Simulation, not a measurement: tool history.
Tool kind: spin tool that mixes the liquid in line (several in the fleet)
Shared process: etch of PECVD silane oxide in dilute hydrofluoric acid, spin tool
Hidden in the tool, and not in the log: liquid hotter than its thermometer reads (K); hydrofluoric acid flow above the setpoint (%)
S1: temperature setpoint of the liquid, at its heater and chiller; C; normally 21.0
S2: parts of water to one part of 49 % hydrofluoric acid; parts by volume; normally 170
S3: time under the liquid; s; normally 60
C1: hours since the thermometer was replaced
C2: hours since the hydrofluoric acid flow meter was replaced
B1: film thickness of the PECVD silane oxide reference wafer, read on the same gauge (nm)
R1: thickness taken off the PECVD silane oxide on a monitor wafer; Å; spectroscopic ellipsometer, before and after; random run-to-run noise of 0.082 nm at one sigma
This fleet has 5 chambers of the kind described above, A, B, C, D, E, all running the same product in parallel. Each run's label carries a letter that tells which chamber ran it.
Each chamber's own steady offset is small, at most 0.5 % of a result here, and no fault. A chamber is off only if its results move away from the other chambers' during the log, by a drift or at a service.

run   hour    S1   S2  S3      C1      C2      B1      R1
       0.3  -- chamber A: hydrofluoric acid flow meter replaced
 1D   10.8  21.0  170  60    68.7   794.6  150.01  143.60
 2A   21.7  21.0  170  60   397.6    21.5  149.96  144.59
 3B   34.2  21.0  170  60   364.2  1664.1  150.04  144.22
 4C   41.2  21.0  170  60   818.4  1448.2  150.02  145.30
 5E   48.2  21.0  170  60   349.7   590.2  149.99  143.18
 6A   58.6  21.0  170  60   434.5    58.4  149.99  143.23
 7C   68.3  21.0  170  60   845.5  1475.3  149.96  144.90
 8D   77.5  21.0  170  60   135.4   861.3  150.01  144.62
 9E   87.0  21.0  170  60   388.5   629.0  150.01  144.92
10B   92.7  21.0  130  90   422.7  1722.6  149.99  297.56
11C  103.1  21.0  130  90   880.3  1510.1  149.99  296.04
12D  114.3  21.0  130  90   172.2   898.1  150.03  296.77
13B  123.1  21.0  130  90   453.1  1753.0  150.03  298.08
14A  130.1  21.0  130  90   506.0   129.9  150.00  298.89
15E  138.1  21.0  170  60   439.6   680.1  150.03  144.90
16D  146.9  21.0  170  60   204.8   930.7  149.99  144.61
17B  153.9  21.0  170  60   483.9  1783.8  149.99  147.30
18E  160.7  21.0  170  60   462.2   702.7  150.00  144.09
19C  171.9  21.0  170  60   949.1  1578.9  150.03  145.17
20A  181.8  21.0  170  60   557.7   181.6  149.95  144.65
21B  189.0  21.0  170  60   519.0  1818.9  150.00  147.76
22E  195.1  21.0  170  60   496.6   737.1  149.98  144.02
23A  203.2  21.0  170  60   579.1   203.0  149.97  143.86
24C  213.0  21.0  170  60   990.2  1620.0  150.02  145.37
25D  220.6  21.0  170  60   278.5  1004.4  150.03  145.07
26E  233.0  21.0  170  60   534.5   775.0  150.02  144.16
27A  241.6  21.0  170  60   617.5   241.4  150.02  146.34
28D  251.2  21.0  170  60   309.1  1035.0  149.98  144.13
29B  262.8  21.0  170  60   592.8  1892.7  149.96  150.05
30C  271.1  19.5  170  60  1048.3  1678.1  149.99  137.61
31B  282.6  19.5  170  60   612.6  1912.5  149.99  144.20

Does one chamber stand apart from the rest, does the shared gauge drift, or is all well apart from small per-chamber offsets? Give the chamber and the most likely cause, where there is one.

Little by little, chamber B moves away from the other chambers.
Likeliest cause: liquid hotter than its thermometer reads (K) = 1.33.
From this log alone, it may not be told apart from: hydrofluoric acid flow above the setpoint (%).

Below are 4 candidate recipes for chamber B's next run, each the usual settings with a change, their results shown as question marks. Which of them brings B's results back in line with what the other chambers give on the usual settings?
A result is in line if it is within this distance of the other chambers' mean on the usual settings: R1 2.90 Å
32B-1  291.6  21.0  170  55               ?
32B-2  291.6  22.5  170  60               ?
32B-3  291.6  23.5  170  60               ?
32B-4  291.6  19.5  170  60               ?

Other chambers, usual settings, mean: R1 144.80 Å
  run      R1
32B-1  139.82
32B-2  161.37
32B-3  167.49
32B-4  144.10
With 32B-4, the chamber falls back in line with the rest.
